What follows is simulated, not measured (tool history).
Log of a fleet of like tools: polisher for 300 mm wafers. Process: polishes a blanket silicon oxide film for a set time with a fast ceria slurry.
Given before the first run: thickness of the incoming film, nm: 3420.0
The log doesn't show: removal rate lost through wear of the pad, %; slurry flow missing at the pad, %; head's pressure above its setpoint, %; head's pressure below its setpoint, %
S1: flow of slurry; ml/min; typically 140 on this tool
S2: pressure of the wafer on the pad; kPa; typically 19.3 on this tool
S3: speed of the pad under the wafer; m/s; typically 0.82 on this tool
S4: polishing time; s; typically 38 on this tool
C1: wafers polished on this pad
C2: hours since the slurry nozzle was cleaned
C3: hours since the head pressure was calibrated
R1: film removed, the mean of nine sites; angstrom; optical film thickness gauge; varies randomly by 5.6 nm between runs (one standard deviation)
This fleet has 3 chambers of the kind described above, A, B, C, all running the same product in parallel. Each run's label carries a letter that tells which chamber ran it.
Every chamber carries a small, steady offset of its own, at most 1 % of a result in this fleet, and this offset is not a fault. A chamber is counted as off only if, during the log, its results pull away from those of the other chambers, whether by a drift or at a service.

| run | day | S1 | S2 | S3 | S4 | C1 | C2 | C3 | R1 |
|---|---|---|---|---|---|---|---|---|---|
| 1A | 0.221 | 140 | 19.3 | 0.82 | 38 | 223 | 190.0 | 481.3 | 4009.7 |
| 2B | 0.475 | 140 | 19.3 | 0.82 | 38 | 614 | 54.8 | 45.7 | 4182.7 |
| 3C | 0.596 | 140 | 19.3 | 0.82 | 38 | 756 | 43.8 | 337.1 | 4053.8 |
| 4A | 0.817 | 140 | 19.3 | 0.82 | 38 | 352 | 204.3 | 495.6 | 4000.8 |
| 5C | 1.054 | 140 | 19.3 | 0.82 | 38 | 856 | 54.8 | 348.1 | 4120.6 |
| 6B | 1.275 | 140 | 19.3 | 0.82 | 38 | 788 | 74.0 | 64.9 | 4086.9 |
| 7C | 1.388 | 140 | 19.3 | 0.82 | 38 | 928 | 62.8 | 356.1 | 4058.5 |
| 8B | 1.592 | 140 | 19.3 | 0.82 | 38 | 856 | 81.6 | 72.5 | 4095.4 |
| 9A | 1.754 | 120 | 19.3 | 0.82 | 38 | 556 | 226.8 | 518.1 | 4016.5 |
| 10A | 1.938 | 120 | 19.3 | 0.82 | 38 | 595 | 231.2 | 522.5 | 3862.6 |
|  | 2.008 | chamber C: worn pad replaced by a new one |
| 11C | 2.121 | 120 | 19.3 | 0.82 | 38 | 25 | 80.4 | 373.7 | 4045.8 |
|  | 2.254 | chamber A: worn pad replaced by a new one |
| 12B | 2.292 | 140 | 19.3 | 0.60 | 38 | 1008 | 98.4 | 89.3 | 3045.5 |
| 13B | 2.433 | 140 | 19.3 | 0.60 | 38 | 1039 | 101.8 | 92.7 | 3008.4 |
| 14C | 2.629 | 140 | 19.3 | 0.60 | 38 | 135 | 92.6 | 385.9 | 3047.6 |
| 15A | 2.862 | 140 | 19.3 | 0.82 | 38 | 132 | 253.4 | 544.7 | 4014.7 |
|  | 2.929 | chamber B: worn pad replaced by a new one |
| 16C | 3.004 | 140 | 19.3 | 1.00 | 38 | 216 | 101.6 | 394.9 | 5202.8 |
| 17A | 3.146 | 140 | 19.3 | 1.00 | 38 | 193 | 260.2 | 551.5 | 4994.3 |
| 18B | 3.350 | 140 | 19.3 | 1.00 | 38 | 91 | 123.8 | 114.7 | 4972.5 |
| 19A | 3.496 | 140 | 19.3 | 0.82 | 38 | 269 | 268.6 | 559.9 | 4005.0 |
|  | 3.550 | chamber A: head pressure recalibrated |
| 20B | 3.742 | 140 | 19.3 | 0.82 | 38 | 176 | 133.2 | 124.1 | 4169.7 |
| 21C | 3.988 | 140 | 19.3 | 0.82 | 38 | 429 | 125.2 | 418.5 | 4339.6 |
| 22C | 4.117 | 140 | 19.3 | 0.82 | 38 | 457 | 128.3 | 421.6 | 4298.6 |
| 23B | 4.346 | 140 | 19.3 | 0.82 | 38 | 307 | 147.7 | 138.6 | 4216.5 |
| 24A | 4.488 | 140 | 19.3 | 0.82 | 38 | 484 | 292.4 | 22.6 | 4072.5 |
| 25A | 4.625 | 140 | 19.3 | 0.82 | 38 | 514 | 295.7 | 25.9 | 4081.7 |
| 26B | 4.808 | 140 | 19.3 | 0.82 | 38 | 407 | 158.8 | 149.7 | 4092.8 |
| 27C | 4.950 | 140 | 19.3 | 1.00 | 31 | 638 | 148.3 | 441.6 | 4391.8 |
|  | 4.967 | chamber A: worn pad replaced by a new one |
| 28A | 5.200 | 140 | 19.3 | 1.00 | 31 | 51 | 309.5 | 39.7 | 4044.9 |
| 29C | 5.442 | 140 | 19.3 | 1.00 | 31 | 745 | 160.1 | 453.4 | 4498.4 |

All 3 chambers run these settings next. Forecast each chamber's results:
| 30A | 5.629 | 140 | 19.3 | 0.60 | 38 |  |  |  | ? |
| 30B | 5.629 | 140 | 19.3 | 0.60 | 38 |  |  |  | ? |
| 30C | 5.629 | 140 | 19.3 | 0.60 | 38 |  |  |  | ? |

| run | R1 |
|---|---|
| 30A | 2967.7 |
| 30B | 3092.7 |
| 30C | 3224.6 |

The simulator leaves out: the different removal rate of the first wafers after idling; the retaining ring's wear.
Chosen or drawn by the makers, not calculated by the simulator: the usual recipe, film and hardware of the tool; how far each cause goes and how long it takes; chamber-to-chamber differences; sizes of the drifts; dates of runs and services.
